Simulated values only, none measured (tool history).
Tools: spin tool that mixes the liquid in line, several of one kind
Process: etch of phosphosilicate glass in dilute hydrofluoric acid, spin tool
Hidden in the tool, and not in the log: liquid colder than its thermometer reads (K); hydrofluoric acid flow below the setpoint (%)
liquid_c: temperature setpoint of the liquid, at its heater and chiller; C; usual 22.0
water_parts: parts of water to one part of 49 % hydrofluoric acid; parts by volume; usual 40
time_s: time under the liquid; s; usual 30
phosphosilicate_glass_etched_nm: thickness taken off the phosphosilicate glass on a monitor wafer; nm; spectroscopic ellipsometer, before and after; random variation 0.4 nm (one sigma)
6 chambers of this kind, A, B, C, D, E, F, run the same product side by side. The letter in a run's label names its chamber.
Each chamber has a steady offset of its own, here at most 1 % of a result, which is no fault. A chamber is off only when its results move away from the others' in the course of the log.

run	day	liquid_c	water_parts	time_s	hours since the thermometer was replaced	hours since the hydrofluoric acid flow meter was replaced	read-back film thickness of the phosphosilicate glass reference wafer, read on the same gauge (nm)	phosphosilicate_glass_etched_nm
# day 0.021: chamber B: thermometer replaced
1F	0.396	22.0	40	30	449.3	628.4	129.99	92.138
2C	0.833	22.0	40	30	313.1	279.1	130.01	92.627
3E	1.121	22.0	40	30	490.6	258.7	129.97	91.425
4D	1.567	22.0	40	30	198.4	700.3	130.00	91.210
5A	1.838	22.0	40	30	909.1	158.4	130.02	91.072
6B	2.179	22.0	40	30	51.9	509.4	130.02	92.204
7D	2.446	17.5	55	30	219.5	721.4	129.99	54.084
8E	2.712	17.5	55	30	528.8	296.9	129.99	53.668
9C	3.008	17.5	55	30	365.3	331.3	130.02	54.478
10B	3.304	17.5	55	30	78.9	536.4	130.03	54.463
11A	3.671	17.5	55	30	953.1	202.4	130.01	53.250
12F	4.038	17.5	55	30	536.7	715.8	130.00	53.486
13B	4.500	22.0	40	30	107.6	565.1	129.99	92.693
14C	4.829	22.0	40	30	409.0	375.0	129.97	91.917
15A	5.175	22.0	40	30	989.2	238.5	130.02	91.007
16F	5.488	22.0	40	30	571.5	750.6	130.02	92.069
17D	5.962	22.0	40	30	303.9	805.8	130.00	91.429
18E	6.346	22.0	45	30	616.0	384.1	130.03	80.744
# day 6.550: chamber A: thermometer replaced
19E	6.867	22.0	45	30	628.5	396.6	130.00	80.368
20B	7.354	22.0	45	30	176.1	633.6	129.99	81.543
21C	7.608	22.0	45	30	475.7	441.7	130.00	80.329
22A	8.058	22.0	45	30	36.3	307.7	130.01	80.190
23D	8.408	22.0	45	30	362.6	864.5	130.01	80.998
24F	8.758	22.0	40	30	650.0	829.1	129.99	91.336
25D	9.179	22.0	40	30	381.1	883.0	129.99	91.652
26B	9.658	22.0	40	30	231.4	688.9	129.99	92.101
27C	10.200	22.0	40	30	537.9	503.9	129.99	92.171
28F	10.571	22.0	40	30	693.5	872.6	129.99	91.199
29A	10.833	22.0	40	30	102.9	374.3	130.01	91.385
30E	11.175	24.5	40	20	731.9	500.0	129.98	67.763
# day 11.629: chamber F: thermometer replaced
31B	11.683	24.5	40	20	280.0	737.5	130.02	68.156
# day 11.896: chamber D: hydrofluoric acid flow meter replaced
# day 12.062: chamber A: hydrofluoric acid flow meter replaced
32A	12.071	24.5	40	20	132.6	0.2	130.03	67.989
33C	12.633	24.5	40	20	596.3	562.3	129.99	68.385
34F	12.917	24.5	40	20	30.9	928.9	130.00	67.040
35E	13.304	24.5	40	20	783.0	551.1	130.02	67.509
36D	13.738	22.0	40	30	490.5	44.3	130.01	91.094
37D	14.217	22.0	40	30	502.0	55.8	130.00	91.059

Is one chamber off against the others, does the gauge drift, or is nothing wrong? If a chamber is off, say which, and what the likeliest cause is.

No chamber stands off beyond its own small offset, and the gauge holds steady.

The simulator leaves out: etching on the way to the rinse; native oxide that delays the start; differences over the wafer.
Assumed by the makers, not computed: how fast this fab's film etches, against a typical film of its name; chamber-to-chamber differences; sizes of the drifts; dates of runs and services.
